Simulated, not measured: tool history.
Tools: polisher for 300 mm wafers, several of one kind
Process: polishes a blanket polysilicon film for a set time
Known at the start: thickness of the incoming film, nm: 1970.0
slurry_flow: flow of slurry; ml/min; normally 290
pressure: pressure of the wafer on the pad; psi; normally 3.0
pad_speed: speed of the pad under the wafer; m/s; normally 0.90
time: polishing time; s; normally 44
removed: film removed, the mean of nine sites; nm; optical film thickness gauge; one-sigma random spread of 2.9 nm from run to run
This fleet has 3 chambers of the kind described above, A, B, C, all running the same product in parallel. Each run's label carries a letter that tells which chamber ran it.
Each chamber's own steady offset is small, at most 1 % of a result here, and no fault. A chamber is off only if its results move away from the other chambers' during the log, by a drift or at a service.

| run | hour | slurry_flow | pressure | pad_speed | time | removed |
|---|---|---|---|---|---|---|
| 1A | 5.1 | 290 | 3.0 | 0.90 | 44 | 296.28 |
|  | 8.0 | chamber A: slurry nozzle cleaned |
| 2C | 10.1 | 290 | 3.0 | 0.90 | 44 | 302.56 |
| 3B | 14.3 | 290 | 3.0 | 0.90 | 44 | 299.48 |
| 4B | 20.7 | 290 | 3.0 | 0.90 | 44 | 297.40 |
| 5A | 24.5 | 290 | 3.0 | 0.90 | 44 | 306.36 |
| 6C | 28.3 | 290 | 3.0 | 0.90 | 44 | 301.64 |
| 7A | 35.1 | 290 | 3.0 | 0.90 | 44 | 301.00 |
| 8B | 40.1 | 290 | 3.0 | 0.90 | 44 | 304.99 |
|  | 43.1 | chamber B: slurry nozzle cleaned |
| 9C | 46.6 | 290 | 3.0 | 0.90 | 44 | 301.99 |
| 10A | 51.7 | 290 | 3.0 | 0.66 | 44 | 219.52 |
| 11C | 54.9 | 290 | 3.0 | 0.66 | 44 | 218.81 |
| 12B | 58.7 | 290 | 3.0 | 0.66 | 44 | 223.72 |
| 13A | 64.6 | 290 | 3.0 | 0.90 | 44 | 306.80 |
|  | 68.3 | chamber B: worn pad replaced by a new one |
| 14C | 68.5 | 290 | 3.0 | 0.90 | 44 | 289.54 |
| 15B | 73.0 | 290 | 3.8 | 0.90 | 44 | 387.30 |
| 16B | 77.2 | 290 | 3.8 | 0.90 | 44 | 378.24 |
| 17C | 81.7 | 290 | 3.8 | 0.90 | 44 | 363.54 |
| 18A | 85.6 | 290 | 3.0 | 0.90 | 44 | 298.02 |
| 19B | 90.5 | 290 | 3.0 | 0.90 | 44 | 299.48 |
| 20A | 96.8 | 290 | 3.0 | 0.90 | 44 | 301.06 |
|  | 97.4 | chamber A: worn pad replaced by a new one |
| 21C | 102.5 | 290 | 3.0 | 0.90 | 44 | 282.94 |
| 22A | 108.1 | 290 | 3.0 | 0.90 | 44 | 301.99 |
| 23C | 114.4 | 290 | 3.0 | 0.90 | 44 | 275.04 |
| 24B | 121.2 | 290 | 3.0 | 0.90 | 44 | 304.17 |
| 25A | 124.4 | 290 | 3.0 | 0.90 | 44 | 294.40 |
| 26C | 127.7 | 290 | 3.0 | 0.90 | 44 | 276.96 |
| 27B | 131.2 | 290 | 3.0 | 0.90 | 44 | 305.79 |
| 28A | 136.5 | 290 | 3.0 | 0.90 | 44 | 300.03 |
| 29B | 139.7 | 290 | 3.0 | 0.90 | 44 | 303.02 |
| 30C | 145.9 | 290 | 3.0 | 0.90 | 44 | 272.80 |
| 31C | 150.9 | 290 | 3.0 | 0.90 | 44 | 268.02 |
| 32A | 156.1 | 290 | 3.0 | 0.90 | 44 | 300.68 |

Predict what each chamber gives when all 3 of them run the settings below next.
| 33A | 161.0 | 290 | 3.0 | 0.90 | 44 | ? |
| 33B | 161.0 | 290 | 3.0 | 0.90 | 44 | ? |
| 33C | 161.0 | 290 | 3.0 | 0.90 | 44 | ? |

| run | removed |
|---|---|
| 33A | 300.77 |
| 33B | 295.18 |
| 33C | 272.31 |

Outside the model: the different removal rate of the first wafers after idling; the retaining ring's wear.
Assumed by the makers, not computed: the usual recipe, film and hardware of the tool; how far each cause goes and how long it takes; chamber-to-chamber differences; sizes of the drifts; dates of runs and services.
